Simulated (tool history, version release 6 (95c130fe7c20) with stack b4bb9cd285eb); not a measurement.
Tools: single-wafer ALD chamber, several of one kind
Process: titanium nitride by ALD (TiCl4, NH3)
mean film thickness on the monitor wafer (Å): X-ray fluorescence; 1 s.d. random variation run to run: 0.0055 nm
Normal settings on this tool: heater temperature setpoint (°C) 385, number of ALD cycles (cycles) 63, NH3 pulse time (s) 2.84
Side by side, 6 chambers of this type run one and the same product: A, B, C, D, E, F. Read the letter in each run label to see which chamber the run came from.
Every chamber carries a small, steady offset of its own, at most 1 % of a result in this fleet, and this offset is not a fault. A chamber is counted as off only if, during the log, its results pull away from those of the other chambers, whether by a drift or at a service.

| run | hour | heater temperature setpoint (°C) | number of ALD cycles (cycles) | NH3 pulse time (s) | hours since the last thermocouple change | read-back reference wafer on the same gauge, thickness_nm | mean film thickness on the monitor wafer (Å) |
|---|---|---|---|---|---|---|---|
| 1C | 8.5 | 385 | 63 | 2.84 | 1905.2 | 1.4809 | 13.956 |
| 2B | 15.5 | 385 | 63 | 2.84 | 626.3 | 1.4803 | 14.052 |
| 3D | 26.4 | 385 | 63 | 2.84 | 79.0 | 1.4798 | 13.892 |
| 4A | 33.7 | 385 | 63 | 2.84 | 1737.6 | 1.4790 | 13.914 |
| 5F | 43.6 | 385 | 63 | 2.84 | 553.4 | 1.4811 | 14.016 |
| 6E | 51.9 | 385 | 63 | 2.84 | 607.7 | 1.4798 | 13.807 |
| 7B | 56.9 | 385 | 63 | 2.84 | 667.7 | 1.4786 | 14.030 |
| 8F | 66.4 | 385 | 63 | 2.84 | 576.2 | 1.4822 | 13.922 |
| 9E | 76.1 | 374 | 63 | 1.78 | 631.9 | 1.4807 | 13.356 |
| 10D | 87.4 | 374 | 63 | 1.78 | 140.0 | 1.4795 | 13.513 |
| 11C | 96.4 | 374 | 63 | 1.78 | 1993.1 | 1.4811 | 13.370 |
| 12A | 102.4 | 374 | 63 | 1.78 | 1806.3 | 1.4815 | 13.378 |
| 13E | 107.6 | 374 | 63 | 1.78 | 663.4 | 1.4785 | 13.436 |
| 14F | 114.3 | 374 | 63 | 1.78 | 624.1 | 1.4801 | 13.442 |
| 15D | 119.4 | 385 | 63 | 2.84 | 172.0 | 1.4814 | 14.013 |
| 16C | 130.6 | 385 | 63 | 1.76 | 2027.3 | 1.4808 | 13.594 |
| 17B | 140.1 | 385 | 63 | 1.76 | 750.9 | 1.4803 | 13.779 |
| 18A | 149.6 | 385 | 63 | 1.76 | 1853.5 | 1.4792 | 13.531 |
| 19E | 157.1 | 385 | 63 | 1.76 | 712.9 | 1.4801 | 13.595 |
| 20F | 168.0 | 385 | 63 | 1.76 | 677.8 | 1.4795 | 13.674 |
| 21A | 177.3 | 385 | 63 | 1.76 | 1881.2 | 1.4790 | 13.409 |
| 22D | 184.2 | 385 | 63 | 2.84 | 236.8 | 1.4790 | 13.902 |
| 23B | 189.9 | 385 | 63 | 2.84 | 800.7 | 1.4804 | 13.964 |
| 24C | 200.8 | 375 | 63 | 2.84 | 2097.5 | 1.4810 | 13.801 |
| 25B | 209.4 | 375 | 63 | 2.84 | 820.2 | 1.4809 | 14.020 |
| 26D | 220.1 | 375 | 63 | 2.84 | 272.7 | 1.4786 | 13.890 |
| 27C | 227.3 | 375 | 63 | 2.84 | 2124.0 | 1.4801 | 13.873 |
| 28E | 235.0 | 375 | 63 | 2.84 | 790.8 | 1.4814 | 13.864 |
| 29F | 243.7 | 375 | 63 | 2.84 | 753.5 | 1.4789 | 13.832 |
| 30A | 254.0 | 385 | 63 | 2.84 | 1957.9 | 1.4800 | 13.778 |
| 31C | 263.8 | 385 | 63 | 2.84 | 2160.5 | 1.4802 | 14.029 |
| 32D | 271.9 | 385 | 63 | 2.84 | 324.5 | 1.4778 | 14.087 |
| 33A | 278.9 | 397 | 55 | 2.84 | 1982.8 | 1.4785 | 12.104 |
| 34E | 289.7 | 397 | 55 | 2.84 | 845.5 | 1.4792 | 12.225 |
| 35F | 300.7 | 397 | 55 | 2.84 | 810.5 | 1.4799 | 12.319 |
| 36B | 309.8 | 397 | 55 | 2.84 | 920.6 | 1.4799 | 12.333 |
| 37E | 319.8 | 397 | 55 | 2.84 | 875.6 | 1.4804 | 12.241 |
| 38F | 327.4 | 397 | 55 | 2.84 | 837.2 | 1.4791 | 12.151 |
| 39D | 335.8 | 385 | 63 | 2.84 | 388.4 | 1.4809 | 14.014 |
| 40B | 344.8 | 373 | 63 | 3.18 | 955.6 | 1.4796 | 13.931 |
| 41C | 353.9 | 373 | 63 | 3.18 | 2250.6 | 1.4810 | 13.834 |
| 42A | 359.9 | 373 | 63 | 3.18 | 2063.8 | 1.4804 | 13.869 |

For the next run the whole fleet of 6 chambers uses the same settings. Give each chamber's results:
| 43A | 368.2 | 385 | 63 | 2.84 |  |  | ? |
| 43B | 368.2 | 385 | 63 | 2.84 |  |  | ? |
| 43C | 368.2 | 385 | 63 | 2.84 |  |  | ? |
| 43D | 368.2 | 385 | 63 | 2.84 |  |  | ? |
| 43E | 368.2 | 385 | 63 | 2.84 |  |  | ? |
| 43F | 368.2 | 385 | 63 | 2.84 |  |  | ? |

| run | mean film thickness on the monitor wafer (Å) |
|---|---|
| 43A | 13.812 |
| 43B | 14.071 |
| 43C | 13.929 |
| 43D | 13.863 |
| 43E | 13.818 |
| 43F | 13.961 |
